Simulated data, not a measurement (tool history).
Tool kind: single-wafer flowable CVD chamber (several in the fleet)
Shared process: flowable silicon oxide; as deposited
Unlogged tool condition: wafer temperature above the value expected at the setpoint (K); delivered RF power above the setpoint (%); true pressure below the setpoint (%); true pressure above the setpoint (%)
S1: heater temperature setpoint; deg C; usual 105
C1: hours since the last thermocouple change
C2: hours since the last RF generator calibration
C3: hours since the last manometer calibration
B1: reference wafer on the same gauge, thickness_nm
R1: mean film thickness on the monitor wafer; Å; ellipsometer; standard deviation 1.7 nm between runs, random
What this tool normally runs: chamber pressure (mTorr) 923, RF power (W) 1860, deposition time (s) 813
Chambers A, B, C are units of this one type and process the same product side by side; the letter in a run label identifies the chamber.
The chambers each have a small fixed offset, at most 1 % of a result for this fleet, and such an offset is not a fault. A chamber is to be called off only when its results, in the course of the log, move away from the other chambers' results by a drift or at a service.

run 1B hour=4.4 | S1=105 chamber_pressure_(mTorr)=923 RF_power_(W)=1860 deposition_time_(s)=813 | C1=1414.5 C2=437.8 C3=736.6 | B1=497.69 | R1=4891.8
run 2A hour=8.6 | S1=105 chamber_pressure_(mTorr)=923 RF_power_(W)=1860 deposition_time_(s)=813 | C1=468.5 C2=407.7 C3=1304.2 | B1=497.88 | R1=4893.4
run 3C hour=14.3 | S1=105 chamber_pressure_(mTorr)=923 RF_power_(W)=1860 deposition_time_(s)=813 | C1=834.8 C2=1228.2 C3=63.2 | B1=498.14 | R1=4976.8
run 4B hour=20.4 | S1=105 chamber_pressure_(mTorr)=923 RF_power_(W)=1860 deposition_time_(s)=813 | C1=1430.5 C2=453.8 C3=752.6 | B1=498.26 | R1=4932.7
run 5A hour=27.1 | S1=105 chamber_pressure_(mTorr)=923 RF_power_(W)=1860 deposition_time_(s)=813 | C1=487 C2=426.2 C3=1322.7 | B1=497.95 | R1=4916.4
run 6C hour=30.8 | S1=105 chamber_pressure_(mTorr)=923 RF_power_(W)=1860 deposition_time_(s)=813 | C1=851.3 C2=1244.7 C3=79.7 | B1=498.03 | R1=4947.4
run 7B hour=34 | S1=105 chamber_pressure_(mTorr)=923 RF_power_(W)=1860 deposition_time_(s)=813 | C1=1444.1 C2=467.4 C3=766.2 | B1=497.84 | R1=4917.9
run 8C hour=40.3 | S1=105 chamber_pressure_(mTorr)=923 RF_power_(W)=1860 deposition_time_(s)=813 | C1=860.8 C2=1254.2 C3=89.2 | B1=498.01 | R1=4964.8
run 9A hour=44.5 | S1=105 chamber_pressure_(mTorr)=923 RF_power_(W)=1860 deposition_time_(s)=813 | C1=504.4 C2=443.6 C3=1340.1 | B1=497.56 | R1=4915.5
run 10C hour=50.8 | S1=105 chamber_pressure_(mTorr)=1015 RF_power_(W)=1860 deposition_time_(s)=813 | C1=871.3 C2=1264.7 C3=99.7 | B1=497.71 | R1=5545
run 11B hour=56.3 | S1=105 chamber_pressure_(mTorr)=1015 RF_power_(W)=1860 deposition_time_(s)=813 | C1=1466.4 C2=489.7 C3=788.5 | B1=497.59 | R1=5515.2
run 12A hour=60.9 | S1=105 chamber_pressure_(mTorr)=1015 RF_power_(W)=1860 deposition_time_(s)=813 | C1=520.8 C2=460 C3=1356.5 | B1=498.13 | R1=5484.4
run 13B hour=64.7 | S1=105 chamber_pressure_(mTorr)=1138 RF_power_(W)=1860 deposition_time_(s)=813 | C1=1474.8 C2=498.1 C3=796.9 | B1=497.82 | R1=6254.1
run 14C hour=71.2 | S1=105 chamber_pressure_(mTorr)=1138 RF_power_(W)=1860 deposition_time_(s)=813 | C1=891.7 C2=1285.1 C3=120.1 | B1=497.88 | R1=6297.4
run 15A hour=77.6 | S1=105 chamber_pressure_(mTorr)=1138 RF_power_(W)=1860 deposition_time_(s)=813 | C1=537.5 C2=476.7 C3=1373.2 | B1=498.28 | R1=6248.7
run 16C hour=81.7 | S1=105 chamber_pressure_(mTorr)=923 RF_power_(W)=1860 deposition_time_(s)=813 | C1=902.2 C2=1295.6 C3=130.6 | B1=498.36 | R1=4971
run 17A hour=87 | S1=105 chamber_pressure_(mTorr)=923 RF_power_(W)=1860 deposition_time_(s)=813 | C1=546.9 C2=486.1 C3=1382.6 | B1=498.06 | R1=4924.9
-- hour=88.7 chamber A: capacitance manometer re-zeroed and calibrated
run 18B hour=90.9 | S1=105 chamber_pressure_(mTorr)=923 RF_power_(W)=1860 deposition_time_(s)=813 | C1=1501 C2=524.3 C3=823.1 | B1=498 | R1=4907.8
run 19B hour=95.2 | S1=105 chamber_pressure_(mTorr)=923 RF_power_(W)=1860 deposition_time_(s)=813 | C1=1505.3 C2=528.6 C3=827.4 | B1=498.49 | R1=4949.5
run 20A hour=99.3 | S1=105 chamber_pressure_(mTorr)=923 RF_power_(W)=1860 deposition_time_(s)=813 | C1=559.2 C2=498.4 C3=10.7 | B1=498.25 | R1=4910.4
run 21C hour=104 | S1=105 chamber_pressure_(mTorr)=923 RF_power_(W)=1860 deposition_time_(s)=813 | C1=924.5 C2=1317.9 C3=152.9 | B1=498.17 | R1=4946.9
run 22C hour=107.5 | S1=105 chamber_pressure_(mTorr)=923 RF_power_(W)=1860 deposition_time_(s)=813 | C1=928 C2=1321.4 C3=156.4 | B1=498.37 | R1=4951.5
-- hour=110.2 chamber B: thermocouple changed; heater temperature recalibrated
run 23A hour=111.3 | S1=105 chamber_pressure_(mTorr)=923 RF_power_(W)=1860 deposition_time_(s)=813 | C1=571.2 C2=510.4 C3=22.7 | B1=497.91 | R1=4898.1
run 24B hour=116.8 | S1=105 chamber_pressure_(mTorr)=923 RF_power_(W)=1860 deposition_time_(s)=813 | C1=6.6 C2=550.2 C3=849 | B1=497.76 | R1=4905.3
run 25A hour=123 | S1=105 chamber_pressure_(mTorr)=923 RF_power_(W)=1860 deposition_time_(s)=813 | C1=582.9 C2=522.1 C3=34.4 | B1=497.83 | R1=4917.5
run 26C hour=129.6 | S1=105 chamber_pressure_(mTorr)=923 RF_power_(W)=1860 deposition_time_(s)=813 | C1=950.1 C2=1343.5 C3=178.5 | B1=497.82 | R1=4964.7
run 27B hour=134.8 | S1=105 chamber_pressure_(mTorr)=923 RF_power_(W)=1860 deposition_time_(s)=813 | C1=24.6 C2=568.2 C3=867 | B1=497.64 | R1=4898.3
run 28A hour=140.1 | S1=105 chamber_pressure_(mTorr)=923 RF_power_(W)=1860 deposition_time_(s)=813 | C1=600 C2=539.2 C3=51.5 | B1=497.67 | R1=4923.5
run 29C hour=146.5 | S1=105 chamber_pressure_(mTorr)=923 RF_power_(W)=1860 deposition_time_(s)=813 | C1=967 C2=1360.4 C3=195.4 | B1=498.31 | R1=4943.2
run 30B hour=149.8 | S1=110 chamber_pressure_(mTorr)=846 RF_power_(W)=1860 deposition_time_(s)=813 | C1=39.6 C2=583.2 C3=882 | B1=498.24 | R1=3743.6
run 31C hour=156.6 | S1=110 chamber_pressure_(mTorr)=846 RF_power_(W)=1860 deposition_time_(s)=813 | C1=977.1 C2=1370.5 C3=205.5 | B1=498.08 | R1=3788.4
run 32B hour=160 | S1=110 chamber_pressure_(mTorr)=846 RF_power_(W)=1860 deposition_time_(s)=813 | C1=49.8 C2=593.4 C3=892.2 | B1=497.55 | R1=3719.6
run 33A hour=166.1 | S1=105 chamber_pressure_(mTorr)=923 RF_power_(W)=1860 deposition_time_(s)=813 | C1=626 C2=565.2 C3=77.5 | B1=498.03 | R1=4909
run 34C hour=172.2 | S1=98 chamber_pressure_(mTorr)=923 RF_power_(W)=1735 deposition_time_(s)=813 | C1=992.7 C2=1386.1 C3=221.1 | B1=498.18 | R1=6159.4
run 35A hour=175.7 | S1=98 chamber_pressure_(mTorr)=923 RF_power_(W)=1735 deposition_time_(s)=813 | C1=635.6 C2=574.8 C3=87.1 | B1=497.55 | R1=6079
run 36B hour=178.7 | S1=98 chamber_pressure_(mTorr)=923 RF_power_(W)=1735 deposition_time_(s)=813 | C1=68.5 C2=612.1 C3=910.9 | B1=497.83 | R1=6107.9
run 37C hour=182.6 | S1=92 chamber_pressure_(mTorr)=923 RF_power_(W)=1860 deposition_time_(s)=813 | C1=1003.1 C2=1396.5 C3=231.5 | B1=497.85 | R1=7624.2
run 38A hour=188.8 | S1=92 chamber_pressure_(mTorr)=923 RF_power_(W)=1860 deposition_time_(s)=813 | C1=648.7 C2=587.9 C3=100.2 | B1=497.85 | R1=7526.1
run 39B hour=193 | S1=92 chamber_pressure_(mTorr)=923 RF_power_(W)=1860 deposition_time_(s)=813 | C1=82.8 C2=626.4 C3=925.2 | B1=498.28 | R1=7498.4
run 40B hour=198.3 | S1=105 chamber_pressure_(mTorr)=923 RF_power_(W)=1860 deposition_time_(s)=813 | C1=88.1 C2=631.7 C3=930.5 | B1=498.07 | R1=4908.8
run 41C hour=202.4 | S1=105 chamber_pressure_(mTorr)=923 RF_power_(W)=1860 deposition_time_(s)=813 | C1=1022.9 C2=1416.3 C3=251.3 | B1=498.06 | R1=4961.3
run 42A hour=205.7 | S1=105 chamber_pressure_(mTorr)=923 RF_power_(W)=1860 deposition_time_(s)=813 | C1=665.6 C2=604.8 C3=117.1 | B1=497.78 | R1=4917.8

The same settings go to every chamber for the next run, one line per chamber below. Forecast the results for each:
run 43A hour=210.6 | S1=105 chamber_pressure_(mTorr)=746 RF_power_(W)=1860 deposition_time_(s)=813 | R1=?
run 43B hour=210.6 | S1=105 chamber_pressure_(mTorr)=746 RF_power_(W)=1860 deposition_time_(s)=813 | R1=?
run 43C hour=210.6 | S1=105 chamber_pressure_(mTorr)=746 RF_power_(W)=1860 deposition_time_(s)=813 | R1=?

run=43A R1=3759.8
run=43B R1=3765.7
run=43C R1=3805
